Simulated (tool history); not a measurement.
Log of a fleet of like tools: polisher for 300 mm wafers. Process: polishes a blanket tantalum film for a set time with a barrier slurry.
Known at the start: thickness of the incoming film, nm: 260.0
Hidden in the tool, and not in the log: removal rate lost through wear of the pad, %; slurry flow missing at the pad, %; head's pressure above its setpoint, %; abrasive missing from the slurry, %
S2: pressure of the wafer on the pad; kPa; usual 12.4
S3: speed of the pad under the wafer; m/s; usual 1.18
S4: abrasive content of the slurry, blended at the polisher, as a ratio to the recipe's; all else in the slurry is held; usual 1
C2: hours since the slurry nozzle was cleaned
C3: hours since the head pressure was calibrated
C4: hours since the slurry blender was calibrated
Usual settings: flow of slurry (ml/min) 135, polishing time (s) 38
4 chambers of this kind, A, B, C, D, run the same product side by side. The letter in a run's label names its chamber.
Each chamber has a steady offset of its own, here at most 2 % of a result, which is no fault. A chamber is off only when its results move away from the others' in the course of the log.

{"run": "1C", "hour": 7.3, "flow of slurry (ml/min)": 135, "S2": 12.4, "S3": 1.18, "S4": 1, "polishing time (s)": 38, "wafers polished on this pad": 332, "C2": 58.6, "C3": 356.2, "C4": 277.6, "film removed (angstrom)": 737.33}
{"run": "2B", "hour": 22.6, "flow of slurry (ml/min)": 135, "S2": 12.4, "S3": 1.18, "S4": 1, "polishing time (s)": 38, "wafers polished on this pad": 294, "C2": 166.6, "C3": 1330.9, "C4": 127.7, "film removed (angstrom)": 726.8}
{"run": "3A", "hour": 32.2, "flow of slurry (ml/min)": 135, "S2": 12.4, "S3": 1.18, "S4": 1, "polishing time (s)": 38, "wafers polished on this pad": 887, "C2": 88.3, "C3": 79.1, "C4": 51.2, "film removed (angstrom)": 723.74}
{"run": "4D", "hour": 40.2, "flow of slurry (ml/min)": 135, "S2": 12.4, "S3": 1.18, "S4": 1, "polishing time (s)": 38, "wafers polished on this pad": 679, "C2": 57.3, "C3": 480.9, "C4": 435.4, "film removed (angstrom)": 732.68}
{"run": "5A", "hour": 48.1, "flow of slurry (ml/min)": 135, "S2": 12.4, "S3": 1.18, "S4": 1, "polishing time (s)": 38, "wafers polished on this pad": 1040, "C2": 104.2, "C3": 95.0, "C4": 67.1, "film removed (angstrom)": 732.38}
{"hour": 49.8, "done": "chamber D: worn pad replaced by a new one"}
{"hour": 51.0, "done": "chamber D: head pressure recalibrated"}
{"hour": 53.8, "done": "chamber C: worn pad replaced by a new one"}
{"run": "6D", "hour": 63.0, "flow of slurry (ml/min)": 135, "S2": 12.4, "S3": 1.18, "S4": 1, "polishing time (s)": 38, "wafers polished on this pad": 127, "C2": 80.1, "C3": 12.1, "C4": 458.2, "film removed (angstrom)": 731.21}
{"hour": 71.7, "done": "chamber D: slurry blender recalibrated"}
{"run": "7B", "hour": 76.0, "flow of slurry (ml/min)": 135, "S2": 12.4, "S3": 1.18, "S4": 1, "polishing time (s)": 38, "wafers polished on this pad": 809, "C2": 220.0, "C3": 1384.3, "C4": 181.1, "film removed (angstrom)": 721.61}
{"run": "8C", "hour": 86.7, "flow of slurry (ml/min)": 135, "S2": 12.4, "S3": 1.18, "S4": 1, "polishing time (s)": 38, "wafers polished on this pad": 317, "C2": 138.0, "C3": 435.6, "C4": 357.0, "film removed (angstrom)": 745.67}
{"run": "9C", "hour": 95.2, "flow of slurry (ml/min)": 135, "S2": 12.4, "S3": 1.18, "S4": 1, "polishing time (s)": 38, "wafers polished on this pad": 399, "C2": 146.5, "C3": 444.1, "C4": 365.5, "film removed (angstrom)": 744.72}
{"hour": 99.5, "done": "chamber B: worn pad replaced by a new one"}
{"hour": 100.4, "done": "chamber C: slurry blender recalibrated"}
{"hour": 101.4, "done": "chamber A: worn pad replaced by a new one"}
{"run": "10A", "hour": 110.8, "flow of slurry (ml/min)": 135, "S2": 12.4, "S3": 1.18, "S4": 1, "polishing time (s)": 38, "wafers polished on this pad": 91, "C2": 166.9, "C3": 157.7, "C4": 129.8, "film removed (angstrom)": 732.8}
{"hour": 117.6, "done": "chamber C: worn pad replaced by a new one"}
{"run": "11D", "hour": 123.0, "flow of slurry (ml/min)": 135, "S2": 12.4, "S3": 1.18, "S4": 1, "polishing time (s)": 38, "wafers polished on this pad": 706, "C2": 140.1, "C3": 72.1, "C4": 51.3, "film removed (angstrom)": 716.97}
{"hour": 130.0, "done": "chamber D: worn pad replaced by a new one"}
{"run": "12B", "hour": 136.6, "flow of slurry (ml/min)": 135, "S2": 12.4, "S3": 1.18, "S4": 1, "polishing time (s)": 38, "wafers polished on this pad": 357, "C2": 280.6, "C3": 1444.9, "C4": 241.7, "film removed (angstrom)": 717.42}
{"hour": 138.1, "done": "chamber B: head pressure recalibrated"}
{"run": "13D", "hour": 146.3, "flow of slurry (ml/min)": 135, "S2": 12.4, "S3": 1.18, "S4": 1, "polishing time (s)": 38, "wafers polished on this pad": 157, "C2": 163.4, "C3": 95.4, "C4": 74.6, "film removed (angstrom)": 716.58}
{"run": "14B", "hour": 158.1, "flow of slurry (ml/min)": 135, "S2": 12.4, "S3": 1.18, "S4": 1, "polishing time (s)": 38, "wafers polished on this pad": 564, "C2": 302.1, "C3": 20.1, "C4": 263.2, "film removed (angstrom)": 807.5}
{"hour": 164.6, "done": "chamber B: slurry nozzle cleaned"}
{"run": "15A", "hour": 172.8, "flow of slurry (ml/min)": 135, "S2": 12.4, "S3": 1.18, "S4": 1, "polishing time (s)": 38, "wafers polished on this pad": 689, "C2": 228.9, "C3": 219.7, "C4": 191.8, "film removed (angstrom)": 734.49}
{"run": "16C", "hour": 179.9, "flow of slurry (ml/min)": 135, "S2": 12.4, "S3": 1.18, "S4": 1, "polishing time (s)": 38, "wafers polished on this pad": 601, "C2": 231.2, "C3": 528.8, "C4": 79.5, "film removed (angstrom)": 737.98}
{"hour": 188.8, "done": "chamber B: worn pad replaced by a new one"}
{"run": "17D", "hour": 189.3, "flow of slurry (ml/min)": 135, "S2": 12.4, "S3": 1.18, "S4": 1, "polishing time (s)": 38, "wafers polished on this pad": 571, "C2": 206.4, "C3": 138.4, "C4": 117.6, "film removed (angstrom)": 710.15}
{"hour": 198.1, "done": "chamber C: worn pad replaced by a new one"}
{"run": "18B", "hour": 199.8, "flow of slurry (ml/min)": 135, "S2": 12.4, "S3": 1.18, "S4": 1, "polishing time (s)": 38, "wafers polished on this pad": 106, "C2": 35.3, "C3": 61.8, "C4": 304.9, "film removed (angstrom)": 813.41}
{"hour": 204.5, "done": "chamber B: slurry blender recalibrated"}
{"run": "19A", "hour": 210.8, "flow of slurry (ml/min)": 135, "S2": 12.4, "S3": 1.18, "S4": 1, "polishing time (s)": 38, "wafers polished on this pad": 1055, "C2": 266.9, "C3": 257.7, "C4": 229.8, "film removed (angstrom)": 722.76}
{"hour": 213.5, "done": "chamber D: worn pad replaced by a new one"}
{"hour": 218.4, "done": "chamber C: head pressure recalibrated"}
{"run": "20C", "hour": 220.7, "flow of slurry (ml/min)": 135, "S2": 12.4, "S3": 1.18, "S4": 1, "polishing time (s)": 38, "wafers polished on this pad": 218, "C2": 272.0, "C3": 2.4, "C4": 120.3, "film removed (angstrom)": 735.38}
{"run": "21B", "hour": 227.9, "flow of slurry (ml/min)": 135, "S2": 12.4, "S3": 1.18, "S4": 1, "polishing time (s)": 38, "wafers polished on this pad": 376, "C2": 63.4, "C3": 89.9, "C4": 23.4, "film removed (angstrom)": 806.92}
{"hour": 237.7, "done": "chamber A: slurry nozzle cleaned"}
{"run": "22D", "hour": 241.7, "flow of slurry (ml/min)": 135, "S2": 12.4, "S3": 1.18, "S4": 1, "polishing time (s)": 38, "wafers polished on this pad": 272, "C2": 258.8, "C3": 190.8, "C4": 170.0, "film removed (angstrom)": 736.51}
{"hour": 242.0, "done": "chamber A: worn pad replaced by a new one"}
{"run": "23A", "hour": 253.4, "flow of slurry (ml/min)": 135, "S2": 12.4, "S3": 1.18, "S4": 1, "polishing time (s)": 38, "wafers polished on this pad": 110, "C2": 15.7, "C3": 300.3, "C4": 272.4, "film removed (angstrom)": 730.67}
{"run": "24C", "hour": 266.4, "flow of slurry (ml/min)": 135, "S2": 12.4, "S3": 1.18, "S4": 1, "polishing time (s)": 38, "wafers polished on this pad": 659, "C2": 317.7, "C3": 48.1, "C4": 166.0, "film removed (angstrom)": 736.44}
{"hour": 267.0, "done": "chamber C: worn pad replaced by a new one"}
{"run": "25A", "hour": 277.4, "flow of slurry (ml/min)": 135, "S2": 12.4, "S3": 1.18, "S4": 1, "polishing time (s)": 38, "wafers polished on this pad": 341, "C2": 39.7, "C3": 324.3, "C4": 296.4, "film removed (angstrom)": 722.59}
{"hour": 287.7, "done": "chamber D: worn pad replaced by a new one"}
{"run": "26D", "hour": 292.3, "flow of slurry (ml/min)": 135, "S2": 12.4, "S3": 1.18, "S4": 1, "polishing time (s)": 38, "wafers polished on this pad": 45, "C2": 309.4, "C3": 241.4, "C4": 220.6, "film removed (angstrom)": 731.58}
{"hour": 296.3, "done": "chamber B: worn pad replaced by a new one"}
{"hour": 303.1, "done": "chamber A: slurry blender recalibrated"}
{"run": "27B", "hour": 305.3, "flow of slurry (ml/min)": 135, "S2": 12.4, "S3": 1.18, "S4": 1, "polishing time (s)": 38, "wafers polished on this pad": 87, "C2": 140.8, "C3": 167.3, "C4": 100.8, "film removed (angstrom)": 808.8}
{"run": "28C", "hour": 317.8, "flow of slurry (ml/min)": 135, "S2": 12.4, "S3": 1.18, "S4": 1, "polishing time (s)": 38, "wafers polished on this pad": 490, "C2": 369.1, "C3": 99.5, "C4": 217.4, "film removed (angstrom)": 737.44}
{"run": "29C", "hour": 331.0, "flow of slurry (ml/min)": 135, "S2": 12.4, "S3": 1.18, "S4": 1, "polishing time (s)": 38, "wafers polished on this pad": 617, "C2": 382.3, "C3": 112.7, "C4": 230.6, "film removed (angstrom)": 737.29}
{"run": "30D", "hour": 340.9, "flow of slurry (ml/min)": 135, "S2": 12.4, "S3": 1.18, "S4": 1, "polishing time (s)": 38, "wafers polished on this pad": 513, "C2": 358.0, "C3": 290.0, "C4": 269.2, "film removed (angstrom)": 731.01}
{"run": "31A", "hour": 350.1, "flow of slurry (ml/min)": 170, "S2": 12.4, "S3": 1.18, "S4": 1, "polishing time (s)": 38, "wafers polished on this pad": 1042, "C2": 112.4, "C3": 397.0, "C4": 47.0, "film removed (angstrom)": 759.46}
{"run": "32B", "hour": 366.2, "flow of slurry (ml/min)": 170, "S2": 12.4, "S3": 1.18, "S4": 1, "polishing time (s)": 38, "wafers polished on this pad": 674, "C2": 201.7, "C3": 228.2, "C4": 161.7, "film removed (angstrom)": 847.2}
{"run": "33B", "hour": 374.7, "flow of slurry (ml/min)": 170, "S2": 12.4, "S3": 1.18, "S4": 1, "polishing time (s)": 38, "wafers polished on this pad": 755, "C2": 210.2, "C3": 236.7, "C4": 170.2, "film removed (angstrom)": 836.16}

Next, every chamber runs the same settings. What will each give?
{"run": "34A", "hour": 386.3, "flow of slurry (ml/min)": 135, "S2": 12.4, "S3": 0.9, "S4": 1, "polishing time (s)": 38, "film removed (angstrom)": "?"}
{"run": "34B", "hour": 386.3, "flow of slurry (ml/min)": 135, "S2": 12.4, "S3": 0.9, "S4": 1, "polishing time (s)": 38, "film removed (angstrom)": "?"}
{"run": "34C", "hour": 386.3, "flow of slurry (ml/min)": 135, "S2": 12.4, "S3": 0.9, "S4": 1, "polishing time (s)": 38, "film removed (angstrom)": "?"}
{"run": "34D", "hour": 386.3, "flow of slurry (ml/min)": 135, "S2": 12.4, "S3": 0.9, "S4": 1, "polishing time (s)": 38, "film removed (angstrom)": "?"}

run=34A film_removed_(angstrom)=551.88
run=34B film_removed_(angstrom)=615.74
run=34C film_removed_(angstrom)=554.44
run=34D film_removed_(angstrom)=548.24
